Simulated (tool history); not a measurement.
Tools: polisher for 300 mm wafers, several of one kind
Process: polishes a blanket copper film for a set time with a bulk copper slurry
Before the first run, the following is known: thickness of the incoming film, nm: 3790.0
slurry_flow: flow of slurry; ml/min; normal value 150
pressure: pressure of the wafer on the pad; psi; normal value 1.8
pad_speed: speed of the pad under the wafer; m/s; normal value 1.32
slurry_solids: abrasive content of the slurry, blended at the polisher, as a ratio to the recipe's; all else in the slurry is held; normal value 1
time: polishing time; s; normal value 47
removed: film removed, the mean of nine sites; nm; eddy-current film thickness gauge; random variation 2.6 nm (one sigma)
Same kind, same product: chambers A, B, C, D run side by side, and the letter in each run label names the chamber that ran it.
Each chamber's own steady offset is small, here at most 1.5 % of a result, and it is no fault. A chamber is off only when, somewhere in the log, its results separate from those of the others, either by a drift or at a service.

run   hour  slurry_flow  pressure  pad_speed  slurry_solids  time  wafers polished on this pad  hours since the slurry nozzle was cleaned  hours since the head pressure was calibrated  hours since the slurry blender was calibrated  removed
      11.3  -- chamber D: worn pad replaced by a new one
 1D   11.8          150       1.8       1.32              1    47                            9                                         13                                          41.1                                          317.4   355.77
 2C   19.1          150       1.8       1.32              1    47                          631                                      296.7                                        1237.6                                          102.6   350.37
      20.4  -- chamber B: worn pad replaced by a new one
 3B   30.8          150       1.8       1.32              1    47                          165                                        124                                         376.1                                          246.8      350
 4A   38.6          150       1.8       1.32              1    47                          896                                      425.6                                         332.7                                            174   347.64
        39  -- chamber C: head pressure recalibrated
 5A   47.5          150       1.8       1.32              1    47                         1037                                      434.5                                         341.6                                          182.9   347.95
        49  -- chamber A: worn pad replaced by a new one
 6D   56.4          150       1.8       1.32              1    47                          712                                       57.6                                          85.7                                            362    354.2
      61.6  -- chamber C: worn pad replaced by a new one
 7C   63.1          150       1.8       1.32              1    47                           23                                      340.7                                          24.2                                          146.6   349.99
 8B   76.2          150       1.8       1.32              1    47                          881                                      169.4                                         421.5                                          292.2   348.44
 9C   87.6          150       1.8       1.32              1    47                          410                                      365.2                                          48.7                                          171.1    348.9
      89.2  -- chamber D: worn pad replaced by a new one
        91  -- chamber B: worn pad replaced by a new one
10D   94.5          150       1.8       1.32              1    47                           83                                       95.7                                         123.8                                          400.1   358.52
11B  105.1          150       1.8       1.32              1    47                          222                                      198.3                                         450.4                                          321.1   351.04
12A  111.2          150       1.8       1.32              1    47                          981                                      498.2                                         405.3                                          246.6   345.59
     112.5  -- chamber A: worn pad replaced by a new one
13D  123.8          150       1.8       1.32              1    47                          545                                        125                                         153.1                                          429.4   359.01
14C  131.3          150       1.8       1.32              1    47                         1099                                      408.9                                          92.4                                          214.8   349.23
15A  137.5          175       1.8       1.32           0.75    47                          395                                      524.5                                         431.6                                          272.9   334.61
     138.5  -- chamber C: worn pad replaced by a new one
16B  143.8          175       1.8       1.32           0.75    47                          833                                        237                                         489.1                                          359.8   331.97
17C    151          175       1.8       1.32           0.75    47                          198                                      428.6                                         112.1                                          234.5   337.13
     153.9  -- chamber D: worn pad replaced by a new one
     159.4  -- chamber B: slurry blender recalibrated
18A  162.6          175       1.8       1.32           0.75    47                          791                                      549.6                                         456.7                                            298   333.59
       170  -- chamber B: worn pad replaced by a new one
19D  175.1          150       1.8       1.32            1.2    47                          335                                      176.3                                         204.4                                          480.7   370.69
       185  -- chamber A: worn pad replaced by a new one
20B  185.2          150       1.8       1.32            1.2    47                          240                                      278.4                                         530.5                                           25.8   352.56
21D  196.5          150       1.8       1.32            1.2    47                          673                                      197.7                                         225.8                                          502.1   374.18
     208.9  -- chamber C: worn pad replaced by a new one
22A  208.9          150       1.8       1.32            1.2    47                          377                                      595.9                                           503                                          344.3   362.94
     211.7  -- chamber A: slurry nozzle cleaned
23B  215.5          150       2.2       1.58              1    47                          718                                      308.7                                         560.8                                           56.1   494.34
     221.1  -- chamber D: worn pad replaced by a new one
     221.1  -- chamber D: slurry nozzle cleaned
     226.5  -- chamber D: slurry blender recalibrated
24C  228.3          150       2.2       1.58              1    47                          307                                      505.9                                         189.4                                          311.8   517.48
       235  -- chamber C: slurry blender recalibrated
25A  241.2          150       2.2       1.58              1    47                          887                                       29.5                                         535.3                                          376.6   511.84
     248.2  -- chamber A: worn pad replaced by a new one
     249.1  -- chamber B: worn pad replaced by a new one
26C    250          150       2.2       1.58              1    47                          649                                      527.6                                         211.1                                           15.1   512.85
27D    261          150       1.8       1.32              1    47                          629                                       39.9                                         290.3                                           34.6   356.47
28B  272.6          150       1.8       1.46              1    47                          371                                      365.8                                         617.9                                          113.2   372.21
29B  279.9          150       1.8       1.46              1    47                          486                                      373.1                                         625.2                                          120.5   375.08
30D    289          150       1.8       1.46              1    47                         1071                                       67.9                                         318.3                                           62.6   390.53
     297.2  -- chamber C: worn pad replaced by a new one
     297.2  -- chamber D: worn pad replaced by a new one
31A  301.4          150       1.8       1.46              1    47                          840                                       89.7                                         595.5                                          436.8   380.71
     311.5  -- chamber A: slurry blender recalibrated
32C  311.7          150       1.8       1.56              1    32                          228                                      589.3                                         272.8                                           76.8   279.99
     317.8  -- chamber A: head pressure recalibrated
33A  325.1          150       1.8       1.56              1    32                         1214                                      113.4                                           7.3                                           13.6   281.55
     327.7  -- chamber B: worn pad replaced by a new one
34D  337.5          150       1.8       1.56              1    32                          635                                      116.4                                         366.8                                          111.1   286.15
35B  345.1          150       1.8       1.56              1    32                          274                                      438.3                                         690.4                                          185.7   266.32
36C  352.7          150       1.8       1.32              1    47                          875                                      630.3                                         313.8                                          117.8   355.01
37D    359          150       1.8       1.32              1    47                          975                                      137.9                                         388.3                                          132.6   356.23

Next, all 4 chambers run the settings below, one line each with question marks for the results. What does each chamber give?
38A  368.8          150       1.8          1              1    47                                                                                                                                                                             ?
38B  368.8          150       1.8          1              1    47                                                                                                                                                                             ?
38C  368.8          150       1.8          1              1    47                                                                                                                                                                             ?
38D  368.8          150       1.8          1              1    47                                                                                                                                                                             ?

run  removed
38A    264.5
38B   247.91
38C   266.13
38D   267.62

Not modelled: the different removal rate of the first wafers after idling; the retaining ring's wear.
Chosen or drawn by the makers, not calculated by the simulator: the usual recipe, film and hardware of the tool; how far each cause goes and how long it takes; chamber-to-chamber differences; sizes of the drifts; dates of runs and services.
